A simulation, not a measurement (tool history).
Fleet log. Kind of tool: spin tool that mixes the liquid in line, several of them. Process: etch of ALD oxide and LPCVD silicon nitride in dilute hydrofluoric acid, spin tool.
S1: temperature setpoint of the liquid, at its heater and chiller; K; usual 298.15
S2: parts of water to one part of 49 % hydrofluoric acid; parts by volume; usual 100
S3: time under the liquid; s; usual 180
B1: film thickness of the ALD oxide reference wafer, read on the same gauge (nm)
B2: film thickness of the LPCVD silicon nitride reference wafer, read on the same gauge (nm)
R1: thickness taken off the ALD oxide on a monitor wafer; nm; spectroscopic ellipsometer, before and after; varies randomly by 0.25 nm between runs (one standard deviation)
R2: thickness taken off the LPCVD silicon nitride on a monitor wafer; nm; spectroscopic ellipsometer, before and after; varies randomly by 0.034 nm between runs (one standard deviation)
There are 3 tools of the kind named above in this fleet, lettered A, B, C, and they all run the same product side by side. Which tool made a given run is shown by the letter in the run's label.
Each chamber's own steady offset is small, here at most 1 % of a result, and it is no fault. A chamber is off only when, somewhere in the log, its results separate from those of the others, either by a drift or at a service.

run	hour	S1	S2	S3	B1	B2	R1	R2
1A	6.1	298.15	100	180	130	90.008	38.862	1.0067
2C	10.9	298.15	100	180	129.99	90.017	38.769	1.0342
3B	16	298.15	100	180	129.99	90.001	39.302	0.98798
4A	21.2	298.15	100	180	129.99	90.02	39.484	0.9881
5B	25.8	298.15	100	180	130	90.018	39.145	0.99217
6C	29.9	298.15	100	180	130.01	89.999	39.243	0.96745
7A	35.5	298.15	100	180	130	90.014	39.341	0.94805
8B	41.3	298.15	100	180	129.96	89.961	38.77	1.0148
9C	45.8	298.15	100	180	130.01	89.984	39.376	0.9734
10A	52.6	298.15	100	180	129.99	89.947	39.046	0.99731
11B	58.8	298.15	100	180	130.02	90.022	38.776	1.0246
12C	63.1	298.15	100	180	130	89.998	39.552	0.9414
13C	66.6	298.15	100	180	129.99	89.997	39.02	0.93862
14B	72.2	298.15	100	145	130.02	90.005	31.341	0.74136
15A	76.1	298.15	100	145	130.01	89.979	31.025	0.76461
16A	82.5	298.15	100	145	130.01	89.986	31.186	0.79825
# hour 84.8: chamber B: hydrofluoric acid flow meter replaced
17C	89	298.15	100	180	130	90.013	39.366	0.9462
18B	92.3	298.15	100	180	130.02	89.963	39.669	0.9931
19B	98.6	298.15	100	180	129.99	89.998	38.606	0.94559
20A	103.8	298.15	100	180	130.02	90.021	38.898	0.97788
21C	110.7	298.15	100	180	130	89.956	39.464	0.99988
22B	116.3	298.15	100	180	129.99	89.965	39.104	0.97529
23C	121.7	298.15	100	180	129.97	89.999	38.985	0.96561
24A	126.4	298.15	100	180	130	90.028	38.294	0.98995
25B	131.1	298.15	100	180	129.98	89.979	39.236	0.94464
26A	137	298.15	100	180	130.01	89.992	38.754	1.0068
27C	141.6	298.15	100	180	130.03	89.955	39.091	0.97383
28B	146.7	295.65	100	270	130	90.028	53.389	1.2176

Decide between three cases: one chamber stands off from its peers, the gauge reading all wafers drifts, or nothing is wrong past each chamber's small offset. Where a chamber is off, say which and what most likely put it there.

All chambers stay in line apart from their small fixed offsets, and the gauge does not drift.
